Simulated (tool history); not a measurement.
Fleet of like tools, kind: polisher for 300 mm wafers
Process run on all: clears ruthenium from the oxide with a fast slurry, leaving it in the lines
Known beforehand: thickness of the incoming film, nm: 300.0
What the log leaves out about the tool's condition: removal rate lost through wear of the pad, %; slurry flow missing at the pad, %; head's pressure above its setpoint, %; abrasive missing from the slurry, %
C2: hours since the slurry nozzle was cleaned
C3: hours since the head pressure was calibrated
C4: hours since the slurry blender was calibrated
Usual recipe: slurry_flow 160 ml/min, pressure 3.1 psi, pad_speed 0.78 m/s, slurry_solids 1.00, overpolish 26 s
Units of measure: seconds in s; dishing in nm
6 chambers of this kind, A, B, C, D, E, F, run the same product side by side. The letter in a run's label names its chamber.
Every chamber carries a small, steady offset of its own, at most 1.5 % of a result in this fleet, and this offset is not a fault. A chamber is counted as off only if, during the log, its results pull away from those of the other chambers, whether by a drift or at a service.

-- day=0.233 chamber F: slurry blender recalibrated
-- day=0.292 chamber B: worn pad replaced by a new one
run 1A day=0.350 | slurry_flow=160 pressure=3.1 pad_speed=0.78 slurry_solids=1.00 overpolish=26 | wafers_polished_on_this_pad=120 C2=761.7 C3=389.8 C4=33.8 | seconds=92.306 dishing=64.206
run 2F day=0.896 | slurry_flow=160 pressure=3.1 pad_speed=0.78 slurry_solids=1.00 overpolish=26 | wafers_polished_on_this_pad=926 C2=515.6 C3=1053.8 C4=16.0 | seconds=91.759 dishing=64.183
run 3C day=1.371 | slurry_flow=160 pressure=3.1 pad_speed=0.78 slurry_solids=1.00 overpolish=26 | wafers_polished_on_this_pad=1147 C2=99.2 C3=68.9 C4=41.1 | seconds=91.356 dishing=64.521
run 4D day=1.629 | slurry_flow=160 pressure=3.1 pad_speed=0.78 slurry_solids=1.00 overpolish=26 | wafers_polished_on_this_pad=611 C2=457.2 C3=857.5 C4=496.3 | seconds=90.747 dishing=64.954
-- day=1.667 chamber D: slurry blender recalibrated
run 5E day=1.946 | slurry_flow=160 pressure=3.1 pad_speed=0.78 slurry_solids=0.85 overpolish=26 | wafers_polished_on_this_pad=786 C2=206.5 C3=265.0 C4=117.5 | seconds=100.320 dishing=61.264
run 6B day=2.267 | slurry_flow=160 pressure=3.1 pad_speed=0.78 slurry_solids=0.85 overpolish=26 | wafers_polished_on_this_pad=457 C2=492.4 C3=506.6 C4=516.3 | seconds=98.157 dishing=59.150
-- day=2.296 chamber A: slurry nozzle cleaned
-- day=2.558 chamber C: worn pad replaced by a new one
run 7B day=2.604 | slurry_flow=160 pressure=3.1 pad_speed=0.78 slurry_solids=0.85 overpolish=26 | wafers_polished_on_this_pad=535 C2=500.5 C3=514.7 C4=524.4 | seconds=99.524 dishing=60.899
-- day=2.608 chamber E: worn pad replaced by a new one
-- day=2.667 chamber F: head pressure recalibrated
-- day=2.762 chamber E: slurry blender recalibrated
-- day=2.808 chamber B: slurry blender recalibrated
run 8D day=2.979 | slurry_flow=160 pressure=3.1 pad_speed=0.78 slurry_solids=0.85 overpolish=26 | wafers_polished_on_this_pad=923 C2=489.6 C3=889.9 C4=31.5 | seconds=97.694 dishing=58.724
-- day=3.179 chamber D: worn pad replaced by a new one
-- day=3.271 chamber F: worn pad replaced by a new one
run 9F day=3.288 | slurry_flow=160 pressure=3.1 pad_speed=0.78 slurry_solids=0.85 overpolish=26 | wafers_polished_on_this_pad=4 C2=573.0 C3=15.0 C4=73.4 | seconds=96.058 dishing=63.285
-- day=3.583 chamber A: slurry blender recalibrated
run 10E day=3.633 | slurry_flow=160 pressure=3.1 pad_speed=0.78 slurry_solids=0.85 overpolish=26 | wafers_polished_on_this_pad=237 C2=247.0 C3=305.5 C4=21.0 | seconds=99.999 dishing=59.717
run 11A day=4.012 | slurry_flow=160 pressure=3.1 pad_speed=0.78 slurry_solids=1.00 overpolish=26 | wafers_polished_on_this_pad=967 C2=41.2 C3=477.7 C4=10.4 | seconds=91.909 dishing=64.865
-- day=4.112 chamber B: slurry nozzle cleaned
-- day=4.192 chamber B: worn pad replaced by a new one
run 12C day=4.450 | slurry_flow=160 pressure=3.1 pad_speed=0.78 slurry_solids=1.00 overpolish=26 | wafers_polished_on_this_pad=438 C2=173.1 C3=142.8 C4=115.0 | seconds=87.161 dishing=66.957
run 13F day=4.962 | slurry_flow=160 pressure=3.1 pad_speed=0.78 slurry_solids=1.00 overpolish=26 | wafers_polished_on_this_pad=392 C2=613.2 C3=55.2 C4=113.6 | seconds=89.884 dishing=67.296
-- day=5.029 chamber A: worn pad replaced by a new one
run 14A day=5.279 | slurry_flow=160 pressure=3.1 pad_speed=0.78 slurry_solids=1.00 overpolish=26 | wafers_polished_on_this_pad=58 C2=71.6 C3=508.1 C4=40.8 | seconds=92.685 dishing=66.387
run 15E day=5.817 | slurry_flow=160 pressure=3.1 pad_speed=0.78 slurry_solids=1.00 overpolish=26 | wafers_polished_on_this_pad=742 C2=299.4 C3=357.9 C4=73.4 | seconds=87.816 dishing=65.408
run 16D day=6.208 | slurry_flow=160 pressure=3.1 pad_speed=0.70 slurry_solids=1.00 overpolish=26 | wafers_polished_on_this_pad=701 C2=567.1 C3=967.4 C4=109.0 | seconds=99.628 dishing=57.960
-- day=6.362 chamber E: worn pad replaced by a new one
run 17B day=6.504 | slurry_flow=160 pressure=3.1 pad_speed=0.70 slurry_solids=1.00 overpolish=26 | wafers_polished_on_this_pad=535 C2=57.4 C3=608.3 C4=88.8 | seconds=101.910 dishing=60.199
-- day=6.754 chamber D: slurry nozzle cleaned
-- day=6.888 chamber D: worn pad replaced by a new one
run 18C day=6.896 | slurry_flow=160 pressure=3.1 pad_speed=0.70 slurry_solids=1.00 overpolish=26 | wafers_polished_on_this_pad=1004 C2=231.8 C3=201.5 C4=173.7 | seconds=98.640 dishing=59.159
run 19F day=7.392 | slurry_flow=160 pressure=3.1 pad_speed=0.70 slurry_solids=1.00 overpolish=26 | wafers_polished_on_this_pad=953 C2=671.5 C3=113.5 C4=171.9 | seconds=101.100 dishing=59.878
-- day=7.500 chamber B: head pressure recalibrated
-- day=7.729 chamber C: worn pad replaced by a new one
run 20C day=7.883 | slurry_flow=160 pressure=3.1 pad_speed=0.70 slurry_solids=1.00 overpolish=26 | wafers_polished_on_this_pad=35 C2=255.5 C3=225.2 C4=197.4 | seconds=100.600 dishing=59.712
run 21D day=8.162 | slurry_flow=160 pressure=3.1 pad_speed=0.70 slurry_solids=1.00 overpolish=26 | wafers_polished_on_this_pad=295 C2=33.9 C3=1014.3 C4=155.9 | seconds=99.972 dishing=58.112
-- day=8.288 chamber B: worn pad replaced by a new one
-- day=8.517 chamber C: slurry blender recalibrated
-- day=8.658 chamber F: slurry nozzle cleaned
run 22B day=8.679 | slurry_flow=160 pressure=3.1 pad_speed=0.78 slurry_solids=1.00 overpolish=26 | wafers_polished_on_this_pad=91 C2=109.6 C3=28.3 C4=141.0 | seconds=88.846 dishing=67.408
-- day=8.762 chamber A: slurry blender recalibrated
-- day=9.125 chamber E: slurry blender recalibrated
run 23A day=9.233 | slurry_flow=160 pressure=3.1 pad_speed=0.78 slurry_solids=1.00 overpolish=13 | wafers_polished_on_this_pad=973 C2=166.5 C3=603.0 C4=11.4 | seconds=91.146 dishing=35.819
-- day=9.538 chamber F: worn pad replaced by a new one
run 24E day=9.654 | slurry_flow=160 pressure=3.1 pad_speed=0.78 slurry_solids=1.00 overpolish=13 | wafers_polished_on_this_pad=761 C2=391.5 C3=450.0 C4=12.7 | seconds=90.532 dishing=36.722
-- day=9.675 chamber A: worn pad replaced by a new one
run 25E day=10.108 | slurry_flow=160 pressure=3.1 pad_speed=0.78 slurry_solids=1.00 overpolish=13 | wafers_polished_on_this_pad=866 C2=402.4 C3=460.9 C4=23.6 | seconds=88.936 dishing=34.284
run 26B day=10.633 | slurry_flow=160 pressure=3.1 pad_speed=0.78 slurry_solids=1.00 overpolish=13 | wafers_polished_on_this_pad=543 C2=156.5 C3=75.2 C4=187.9 | seconds=90.093 dishing=35.322
-- day=10.683 chamber E: worn pad replaced by a new one
run 27D day=10.971 | slurry_flow=160 pressure=3.1 pad_speed=0.78 slurry_solids=1.00 overpolish=13 | wafers_polished_on_this_pad=944 C2=101.3 C3=1081.7 C4=223.3 | seconds=90.712 dishing=36.486
-- day=11.092 chamber D: worn pad replaced by a new one
run 28F day=11.350 | slurry_flow=160 pressure=3.1 pad_speed=0.78 slurry_solids=1.00 overpolish=13 | wafers_polished_on_this_pad=419 C2=64.6 C3=208.5 C4=266.9 | seconds=89.020 dishing=36.348
run 29C day=11.904 | slurry_flow=160 pressure=3.1 pad_speed=0.78 slurry_solids=1.00 overpolish=26 | wafers_polished_on_this_pad=965 C2=352.0 C3=321.7 C4=81.4 | seconds=90.624 dishing=64.803
run 30A day=12.162 | slurry_flow=160 pressure=3.1 pad_speed=0.78 slurry_solids=1.00 overpolish=26 | wafers_polished_on_this_pad=576 C2=236.8 C3=673.3 C4=81.7 | seconds=92.532 dishing=65.903
run 31D day=12.471 | slurry_flow=160 pressure=3.1 pad_speed=0.78 slurry_solids=1.00 overpolish=26 | wafers_polished_on_this_pad=319 C2=137.3 C3=1117.7 C4=259.3 | seconds=92.482 dishing=67.568
run 32A day=12.829 | slurry_flow=160 pressure=3.1 pad_speed=0.78 slurry_solids=1.00 overpolish=26 | wafers_polished_on_this_pad=730 C2=252.8 C3=689.3 C4=97.7 | seconds=91.517 dishing=64.615
-- day=12.842 chamber B: worn pad replaced by a new one
-- day=13.033 chamber C: worn pad replaced by a new one
run 33B day=13.412 | slurry_flow=160 pressure=3.1 pad_speed=0.78 slurry_solids=1.00 overpolish=26 | wafers_polished_on_this_pad=132 C2=223.2 C3=141.9 C4=254.6 | seconds=92.547 dishing=69.546
run 34F day=13.838 | slurry_flow=160 pressure=3.1 pad_speed=0.78 slurry_solids=1.00 overpolish=26 | wafers_polished_on_this_pad=995 C2=124.3 C3=268.2 C4=326.6 | seconds=91.068 dishing=68.691
-- day=14.129 chamber A: worn pad replaced by a new one
-- day=14.217 chamber A: slurry blender recalibrated
run 35E day=14.312 | slurry_flow=160 pressure=3.1 pad_speed=0.78 slurry_solids=1.00 overpolish=26 | wafers_polished_on_this_pad=840 C2=503.3 C3=561.8 C4=124.5 | seconds=88.753 dishing=65.854
-- day=14.721 chamber E: worn pad replaced by a new one
run 36C day=14.775 | slurry_flow=160 pressure=3.1 pad_speed=0.78 slurry_solids=1.00 overpolish=26 | wafers_polished_on_this_pad=403 C2=420.9 C3=390.6 C4=150.3 | seconds=91.630 dishing=66.196
-- day=15.179 chamber E: slurry blender recalibrated
run 37E day=15.250 | slurry_flow=160 pressure=3.1 pad_speed=0.78 slurry_solids=1.00 overpolish=26 | wafers_polished_on_this_pad=122 C2=525.8 C3=584.3 C4=1.8 | seconds=91.938 dishing=66.516
-- day=15.533 chamber D: worn pad replaced by a new one
-- day=15.742 chamber F: worn pad replaced by a new one
run 38D day=15.771 | slurry_flow=160 pressure=3.1 pad_speed=0.78 slurry_solids=1.00 overpolish=26 | wafers_polished_on_this_pad=55 C2=216.5 C3=1196.9 C4=338.5 | seconds=87.283 dishing=63.255
run 39A day=16.154 | slurry_flow=160 pressure=3.1 pad_speed=0.78 slurry_solids=1.00 overpolish=26 | wafers_polished_on_this_pad=469 C2=332.6 C3=769.1 C4=46.5 | seconds=92.011 dishing=64.812
-- day=16.275 chamber C: head pressure recalibrated
-- day=16.646 chamber F: slurry blender recalibrated
run 40B day=16.646 | slurry_flow=160 pressure=3.1 pad_speed=0.78 slurry_solids=1.00 overpolish=26 | wafers_polished_on_this_pad=880 C2=300.8 C3=219.5 C4=332.2 | seconds=90.873 dishing=65.295
-- day=16.908 chamber C: slurry blender recalibrated
run 41F day=17.200 | slurry_flow=160 pressure=3.1 pad_speed=0.78 slurry_solids=1.00 overpolish=26 | wafers_polished_on_this_pad=337 C2=205.0 C3=348.9 C4=13.4 | seconds=91.681 dishing=64.043
run 42C day=17.533 | slurry_flow=160 pressure=3.1 pad_speed=0.78 slurry_solids=1.00 overpolish=26 | wafers_polished_on_this_pad=1041 C2=487.1 C3=30.2 C4=15.1 | seconds=89.525 dishing=66.560

Is one chamber off against the others, does the gauge drift, or is nothing wrong? If a chamber is off, say which, and what the likeliest cause is.

No chamber stands off beyond its own small offset, and the gauge holds steady.
